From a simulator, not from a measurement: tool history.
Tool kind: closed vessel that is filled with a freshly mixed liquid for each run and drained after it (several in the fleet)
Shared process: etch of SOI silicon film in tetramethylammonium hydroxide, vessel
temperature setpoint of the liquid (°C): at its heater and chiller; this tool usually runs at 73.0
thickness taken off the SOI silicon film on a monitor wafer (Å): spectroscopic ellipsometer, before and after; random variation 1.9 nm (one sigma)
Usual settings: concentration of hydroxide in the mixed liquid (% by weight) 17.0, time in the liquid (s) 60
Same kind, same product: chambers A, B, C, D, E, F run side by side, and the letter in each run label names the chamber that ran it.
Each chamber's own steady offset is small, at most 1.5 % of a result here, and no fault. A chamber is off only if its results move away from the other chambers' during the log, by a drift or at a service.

| run | day | temperature setpoint of the liquid (°C) | concentration of hydroxide in the mixed liquid (% by weight) | time in the liquid (s) | read-back film thickness of the SOI silicon film reference wafer, read on the same gauge (nm) | thickness taken off the SOI silicon film on a monitor wafer (Å) |
|---|---|---|---|---|---|---|
| 1E | 0.429 | 73.0 | 17.0 | 60 | 109.99 | 4063.3 |
| 2D | 0.904 | 73.0 | 17.0 | 60 | 110.00 | 4109.3 |
| 3B | 1.229 | 73.0 | 17.0 | 60 | 110.00 | 4042.8 |
| 4F | 1.742 | 73.0 | 17.0 | 60 | 109.99 | 4061.5 |
| 5C | 2.112 | 73.0 | 17.0 | 60 | 109.99 | 4017.1 |
| 6A | 2.508 | 73.0 | 17.0 | 60 | 109.98 | 4083.6 |
| 7E | 3.067 | 73.0 | 17.0 | 60 | 110.00 | 4057.4 |
|  | 3.292 | chamber D: hydroxide flow meter replaced |
| 8B | 3.396 | 73.0 | 17.0 | 60 | 109.99 | 4070.1 |
| 9A | 3.758 | 73.0 | 17.0 | 60 | 109.99 | 4111.4 |
| 10D | 4.238 | 73.0 | 17.0 | 60 | 110.00 | 4036.0 |
| 11C | 4.608 | 79.5 | 17.0 | 60 | 110.01 | 5750.5 |
| 12F | 4.929 | 79.5 | 17.0 | 60 | 109.99 | 5833.1 |
| 13D | 5.479 | 79.5 | 17.0 | 60 | 109.98 | 5930.4 |
|  | 5.783 | chamber D: thermometer replaced |
| 14B | 5.883 | 79.5 | 17.0 | 60 | 110.03 | 5871.6 |
| 15A | 6.388 | 79.5 | 17.0 | 60 | 110.01 | 5947.0 |
| 16C | 6.879 | 79.5 | 17.0 | 60 | 109.97 | 5763.4 |
| 17F | 7.358 | 73.0 | 17.0 | 60 | 110.02 | 4049.7 |
| 18E | 7.812 | 73.0 | 17.0 | 60 | 110.01 | 4029.9 |
| 19F | 8.254 | 73.0 | 17.0 | 60 | 110.02 | 4046.9 |
| 20E | 8.808 | 73.0 | 17.0 | 60 | 109.98 | 4072.5 |
| 21B | 9.358 | 77.5 | 21.5 | 60 | 109.96 | 4775.3 |
| 22A | 9.688 | 77.5 | 21.5 | 60 | 109.98 | 4781.5 |
| 23D | 10.025 | 77.5 | 21.5 | 60 | 109.98 | 4726.2 |
| 24C | 10.421 | 77.5 | 21.5 | 60 | 109.99 | 4656.2 |
| 25B | 10.954 | 77.5 | 21.5 | 60 | 110.02 | 4793.3 |
|  | 11.358 | chamber A: thermometer replaced |
| 26F | 11.396 | 77.5 | 21.5 | 60 | 109.99 | 4737.7 |
| 27E | 11.754 | 73.0 | 17.0 | 60 | 110.01 | 4030.9 |
| 28A | 12.288 | 73.0 | 17.0 | 30 | 110.00 | 2043.6 |
| 29C | 12.721 | 73.0 | 17.0 | 30 | 109.97 | 1999.0 |
| 30D | 13.292 | 73.0 | 17.0 | 30 | 109.98 | 2037.8 |
| 31C | 13.862 | 73.0 | 17.0 | 30 | 110.00 | 2015.8 |
| 32F | 14.325 | 73.0 | 17.0 | 30 | 110.03 | 2015.9 |
| 33A | 14.738 | 73.0 | 17.0 | 30 | 110.04 | 2035.6 |
| 34B | 15.212 | 73.0 | 17.0 | 60 | 110.03 | 4181.1 |
| 35D | 15.675 | 73.0 | 17.0 | 60 | 110.00 | 4049.7 |
| 36E | 16.067 | 73.0 | 17.0 | 60 | 109.98 | 4080.8 |
| 37C | 16.592 | 73.0 | 17.0 | 60 | 110.01 | 4006.6 |
| 38E | 16.996 | 73.0 | 17.0 | 60 | 110.00 | 4056.9 |
| 39A | 17.275 | 73.0 | 17.0 | 60 | 110.00 | 4106.2 |
| 40D | 17.608 | 70.0 | 15.0 | 60 | 109.98 | 3561.1 |
| 41F | 17.942 | 70.0 | 15.0 | 60 | 110.02 | 3543.2 |
| 42B | 18.200 | 70.0 | 15.0 | 60 | 110.01 | 3719.0 |

One chamber off, gauge drift, or nothing amiss beyond the chambers' own small offsets? If it is a chamber, which one, and what is the likeliest cause?

It is chamber B that slowly wanders off from its peers.
What lies behind it: liquid hotter than its thermometer reads (K) = 0.841.
The log may not tell that from: hydroxide flow below the setpoint (%).

Chamber B could run next with any of the 4 candidate recipes listed below; each alters the usual settings, and their results appear as question marks. Which one brings its results back in line with what the other chambers deliver on the usual settings?
A result is in line if it is within this distance of the other chambers' mean on the usual settings: thickness taken off the SOI silicon film on a monitor wafer (Å) 67.0
| 43B-1 | 18.621 | 73.0 | 19.0 | 60 |  | ? |
| 43B-2 | 18.621 | 73.0 | 16.5 | 60 |  | ? |
| 43B-3 | 18.621 | 73.0 | 17.5 | 60 |  | ? |
| 43B-4 | 18.621 | 73.0 | 15.0 | 60 |  | ? |

Other chambers, usual settings, mean: thickness taken off the SOI silicon film on a monitor wafer (Å) 4049.9
| run | thickness taken off the SOI silicon film on a monitor wafer (Å) |
|---|---|
| 43B-1 | 4052.1 |
| 43B-2 | 4291.4 |
| 43B-3 | 4195.6 |
| 43B-4 | 4434.9 |
43B-1 puts the chamber back in line with the other chambers.
